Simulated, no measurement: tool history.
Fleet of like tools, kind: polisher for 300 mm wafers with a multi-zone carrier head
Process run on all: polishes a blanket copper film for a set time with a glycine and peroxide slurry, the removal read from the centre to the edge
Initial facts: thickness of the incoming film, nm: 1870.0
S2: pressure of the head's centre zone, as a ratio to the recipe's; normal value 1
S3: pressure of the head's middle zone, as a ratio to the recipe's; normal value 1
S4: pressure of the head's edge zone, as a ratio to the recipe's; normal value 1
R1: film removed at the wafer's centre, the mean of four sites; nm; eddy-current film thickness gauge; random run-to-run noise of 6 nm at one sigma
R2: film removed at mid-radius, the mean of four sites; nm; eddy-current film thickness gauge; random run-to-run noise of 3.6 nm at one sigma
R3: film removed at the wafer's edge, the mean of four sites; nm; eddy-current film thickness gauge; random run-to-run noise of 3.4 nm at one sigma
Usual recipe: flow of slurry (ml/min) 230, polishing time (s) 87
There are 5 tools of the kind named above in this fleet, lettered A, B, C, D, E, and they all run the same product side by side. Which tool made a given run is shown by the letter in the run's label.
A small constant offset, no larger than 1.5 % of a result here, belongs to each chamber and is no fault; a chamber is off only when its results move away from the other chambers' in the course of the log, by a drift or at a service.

{"run": "1B", "hour": 9.7, "flow of slurry (ml/min)": 230, "S2": 1, "S3": 1, "S4": 1, "polishing time (s)": 87, "R1": 515.5, "R2": 524, "R3": 513.69}
{"hour": 16.0, "done": "chamber C: slurry nozzle cleaned"}
{"run": "2C", "hour": 20.5, "flow of slurry (ml/min)": 230, "S2": 1, "S3": 1, "S4": 1, "polishing time (s)": 87, "R1": 534.74, "R2": 510.3, "R3": 523.47}
{"hour": 23.4, "done": "chamber A: worn pad replaced by a new one"}
{"run": "3D", "hour": 26.1, "flow of slurry (ml/min)": 230, "S2": 1, "S3": 1, "S4": 1, "polishing time (s)": 87, "R1": 517.18, "R2": 520.12, "R3": 518.69}
{"run": "4E", "hour": 34.2, "flow of slurry (ml/min)": 230, "S2": 1, "S3": 1, "S4": 1, "polishing time (s)": 87, "R1": 520.68, "R2": 526.22, "R3": 523.89}
{"hour": 41.5, "done": "chamber C: worn pad replaced by a new one"}
{"run": "5A", "hour": 42.3, "flow of slurry (ml/min)": 230, "S2": 1, "S3": 0.94, "S4": 0.96, "polishing time (s)": 87, "R1": 523.95, "R2": 493.36, "R3": 509.35}
{"hour": 47.0, "done": "chamber D: worn pad replaced by a new one"}
{"hour": 51.2, "done": "chamber E: worn pad replaced by a new one"}
{"run": "6D", "hour": 52.4, "flow of slurry (ml/min)": 230, "S2": 1, "S3": 0.94, "S4": 0.96, "polishing time (s)": 87, "R1": 515.49, "R2": 488.84, "R3": 512.53}
{"hour": 55.6, "done": "chamber C: centre zone pressure recalibrated"}
{"run": "7C", "hour": 59.3, "flow of slurry (ml/min)": 230, "S2": 1, "S3": 0.94, "S4": 0.96, "polishing time (s)": 87, "R1": 516.46, "R2": 491.64, "R3": 516.9}
{"run": "8E", "hour": 65.0, "flow of slurry (ml/min)": 230, "S2": 1, "S3": 0.94, "S4": 0.96, "polishing time (s)": 87, "R1": 524.59, "R2": 497.15, "R3": 505.01}
{"run": "9B", "hour": 71.4, "flow of slurry (ml/min)": 230, "S2": 1, "S3": 0.94, "S4": 0.96, "polishing time (s)": 87, "R1": 513.14, "R2": 494.54, "R3": 507.56}
{"hour": 72.9, "done": "chamber B: worn pad replaced by a new one"}
{"run": "10A", "hour": 76.5, "flow of slurry (ml/min)": 230, "S2": 1, "S3": 1, "S4": 1, "polishing time (s)": 87, "R1": 512.74, "R2": 523.54, "R3": 514.68}
{"run": "11B", "hour": 84.5, "flow of slurry (ml/min)": 230, "S2": 1, "S3": 1, "S4": 1, "polishing time (s)": 87, "R1": 519.21, "R2": 524.48, "R3": 520.97}
{"hour": 92.2, "done": "chamber E: centre zone pressure recalibrated"}
{"run": "12D", "hour": 92.9, "flow of slurry (ml/min)": 230, "S2": 1, "S3": 1, "S4": 1, "polishing time (s)": 87, "R1": 522.83, "R2": 516.26, "R3": 524.68}
{"run": "13A", "hour": 100.8, "flow of slurry (ml/min)": 230, "S2": 1, "S3": 1, "S4": 1, "polishing time (s)": 87, "R1": 515.28, "R2": 517.15, "R3": 516.49}
{"hour": 105.2, "done": "chamber C: worn pad replaced by a new one"}
{"run": "14C", "hour": 109.5, "flow of slurry (ml/min)": 230, "S2": 1, "S3": 1, "S4": 1, "polishing time (s)": 87, "R1": 531.54, "R2": 516.66, "R3": 523.34}
{"run": "15E", "hour": 118.0, "flow of slurry (ml/min)": 230, "S2": 1, "S3": 1, "S4": 1, "polishing time (s)": 87, "R1": 526.93, "R2": 528.37, "R3": 522.94}
{"hour": 122.7, "done": "chamber C: edge zone pressure recalibrated"}
{"run": "16A", "hour": 128.4, "flow of slurry (ml/min)": 230, "S2": 1, "S3": 1, "S4": 1, "polishing time (s)": 87, "R1": 511.24, "R2": 529.65, "R3": 519.69}
{"hour": 130.1, "done": "chamber D: slurry nozzle cleaned"}
{"hour": 135.1, "done": "chamber D: worn pad replaced by a new one"}
{"hour": 136.8, "done": "chamber E: worn pad replaced by a new one"}
{"run": "17C", "hour": 137.2, "flow of slurry (ml/min)": 230, "S2": 1, "S3": 1, "S4": 1, "polishing time (s)": 87, "R1": 525.88, "R2": 515, "R3": 519.51}
{"hour": 143.1, "done": "chamber A: worn pad replaced by a new one"}
{"run": "18D", "hour": 144.9, "flow of slurry (ml/min)": 230, "S2": 1, "S3": 1, "S4": 1, "polishing time (s)": 87, "R1": 517.94, "R2": 526.5, "R3": 523.59}
{"run": "19B", "hour": 150.4, "flow of slurry (ml/min)": 230, "S2": 1, "S3": 1, "S4": 1, "polishing time (s)": 87, "R1": 520.2, "R2": 522.39, "R3": 515.92}
{"run": "20E", "hour": 156.0, "flow of slurry (ml/min)": 230, "S2": 1, "S3": 0.94, "S4": 1.07, "polishing time (s)": 87, "R1": 530.99, "R2": 493.27, "R3": 548.98}
{"run": "21C", "hour": 166.6, "flow of slurry (ml/min)": 230, "S2": 1, "S3": 0.94, "S4": 1.07, "polishing time (s)": 87, "R1": 512.42, "R2": 490.01, "R3": 536.06}
{"run": "22E", "hour": 176.1, "flow of slurry (ml/min)": 230, "S2": 1, "S3": 0.94, "S4": 1.07, "polishing time (s)": 87, "R1": 521.67, "R2": 491.71, "R3": 541.12}
{"run": "23B", "hour": 184.2, "flow of slurry (ml/min)": 230, "S2": 1, "S3": 0.94, "S4": 1.07, "polishing time (s)": 87, "R1": 510.98, "R2": 483.83, "R3": 529.41}
{"hour": 185.5, "done": "chamber A: centre zone pressure recalibrated"}
{"hour": 185.6, "done": "chamber C: worn pad replaced by a new one"}
{"hour": 186.5, "done": "chamber B: worn pad replaced by a new one"}
{"run": "24D", "hour": 189.4, "flow of slurry (ml/min)": 230, "S2": 1, "S3": 0.94, "S4": 1.07, "polishing time (s)": 87, "R1": 512.92, "R2": 493.56, "R3": 546.38}
{"run": "25A", "hour": 200.3, "flow of slurry (ml/min)": 230, "S2": 1, "S3": 1, "S4": 1, "polishing time (s)": 87, "R1": 521.71, "R2": 525.87, "R3": 516.06}
{"run": "26B", "hour": 209.1, "flow of slurry (ml/min)": 230, "S2": 1, "S3": 1, "S4": 1, "polishing time (s)": 87, "R1": 501.55, "R2": 501.07, "R3": 506.17}
{"run": "27D", "hour": 216.1, "flow of slurry (ml/min)": 230, "S2": 1, "S3": 1, "S4": 1, "polishing time (s)": 87, "R1": 516.76, "R2": 529.25, "R3": 521.44}
{"run": "28A", "hour": 225.8, "flow of slurry (ml/min)": 230, "S2": 1, "S3": 1, "S4": 1, "polishing time (s)": 87, "R1": 519.16, "R2": 522.78, "R3": 524.64}
{"hour": 226.8, "done": "chamber E: worn pad replaced by a new one"}
{"hour": 231.5, "done": "chamber E: slurry nozzle cleaned"}
{"run": "29C", "hour": 232.1, "flow of slurry (ml/min)": 230, "S2": 1, "S3": 1, "S4": 1, "polishing time (s)": 87, "R1": 521.32, "R2": 521.96, "R3": 521.58}
{"run": "30E", "hour": 237.8, "flow of slurry (ml/min)": 230, "S2": 1, "S3": 1, "S4": 1, "polishing time (s)": 87, "R1": 516.69, "R2": 524.8, "R3": 524.55}
{"hour": 240.5, "done": "chamber D: worn pad replaced by a new one"}
{"run": "31D", "hour": 246.2, "flow of slurry (ml/min)": 230, "S2": 1, "S3": 0.91, "S4": 0.89, "polishing time (s)": 87, "R1": 517.34, "R2": 485.43, "R3": 497.36}
{"hour": 253.8, "done": "chamber A: worn pad replaced by a new one"}
{"run": "32A", "hour": 253.9, "flow of slurry (ml/min)": 230, "S2": 1, "S3": 0.91, "S4": 0.89, "polishing time (s)": 87, "R1": 518.18, "R2": 478.27, "R3": 492.45}
{"run": "33C", "hour": 260.3, "flow of slurry (ml/min)": 230, "S2": 1, "S3": 0.91, "S4": 0.89, "polishing time (s)": 87, "R1": 521.1, "R2": 472.32, "R3": 488.88}
{"hour": 262.4, "done": "chamber C: worn pad replaced by a new one"}
{"run": "34B", "hour": 265.3, "flow of slurry (ml/min)": 230, "S2": 1, "S3": 0.91, "S4": 0.89, "polishing time (s)": 87, "R1": 488.38, "R2": 452.85, "R3": 470.8}
{"run": "35E", "hour": 272.2, "flow of slurry (ml/min)": 230, "S2": 1, "S3": 0.91, "S4": 0.89, "polishing time (s)": 87, "R1": 530.34, "R2": 478.66, "R3": 494.71}
{"run": "36E", "hour": 281.7, "flow of slurry (ml/min)": 230, "S2": 1, "S3": 1, "S4": 1, "polishing time (s)": 87, "R1": 526.67, "R2": 515.05, "R3": 527.46}
{"run": "37A", "hour": 289.2, "flow of slurry (ml/min)": 230, "S2": 1, "S3": 1, "S4": 1, "polishing time (s)": 87, "R1": 519.55, "R2": 528.55, "R3": 515.11}
{"run": "38B", "hour": 297.7, "flow of slurry (ml/min)": 230, "S2": 1, "S3": 1, "S4": 1, "polishing time (s)": 87, "R1": 484.6, "R2": 489.34, "R3": 489.5}
{"hour": 303.4, "done": "chamber E: worn pad replaced by a new one"}
{"run": "39C", "hour": 303.6, "flow of slurry (ml/min)": 230, "S2": 1, "S3": 1, "S4": 1, "polishing time (s)": 87, "R1": 507.53, "R2": 513.92, "R3": 519.33}
{"run": "40D", "hour": 313.9, "flow of slurry (ml/min)": 230, "S2": 1, "S3": 1, "S4": 1, "polishing time (s)": 87, "R1": 523.31, "R2": 525.23, "R3": 525.47}
{"run": "41C", "hour": 320.2, "flow of slurry (ml/min)": 230, "S2": 1, "S3": 1, "S4": 1, "polishing time (s)": 87, "R1": 513.84, "R2": 508.86, "R3": 512.7}
{"run": "42D", "hour": 325.5, "flow of slurry (ml/min)": 230, "S2": 1, "S3": 1, "S4": 1, "polishing time (s)": 87, "R1": 522.21, "R2": 524.1, "R3": 525.21}
{"run": "43E", "hour": 333.6, "flow of slurry (ml/min)": 230, "S2": 1, "S3": 1, "S4": 1, "polishing time (s)": 87, "R1": 528.11, "R2": 523.18, "R3": 524.42}

Each of the 5 chambers runs these same settings next. Fill in every chamber's results:
{"run": "44A", "hour": 341.7, "flow of slurry (ml/min)": 230, "S2": 1, "S3": 1, "S4": 1, "polishing time (s)": 87, "R1": "?", "R2": "?", "R3": "?"}
{"run": "44B", "hour": 341.7, "flow of slurry (ml/min)": 230, "S2": 1, "S3": 1, "S4": 1, "polishing time (s)": 87, "R1": "?", "R2": "?", "R3": "?"}
{"run": "44C", "hour": 341.7, "flow of slurry (ml/min)": 230, "S2": 1, "S3": 1, "S4": 1, "polishing time (s)": 87, "R1": "?", "R2": "?", "R3": "?"}
{"run": "44D", "hour": 341.7, "flow of slurry (ml/min)": 230, "S2": 1, "S3": 1, "S4": 1, "polishing time (s)": 87, "R1": "?", "R2": "?", "R3": "?"}
{"run": "44E", "hour": 341.7, "flow of slurry (ml/min)": 230, "S2": 1, "S3": 1, "S4": 1, "polishing time (s)": 87, "R1": "?", "R2": "?", "R3": "?"}

run=44A R1=513.54 R2=519.31 R3=520.82
run=44B R1=468.72 R2=480.78 R3=487.78
run=44C R1=523.96 R2=515.65 R3=520.62
run=44D R1=503.14 R2=530.85 R3=519.22
run=44E R1=528.8 R2=525.36 R3=519.24

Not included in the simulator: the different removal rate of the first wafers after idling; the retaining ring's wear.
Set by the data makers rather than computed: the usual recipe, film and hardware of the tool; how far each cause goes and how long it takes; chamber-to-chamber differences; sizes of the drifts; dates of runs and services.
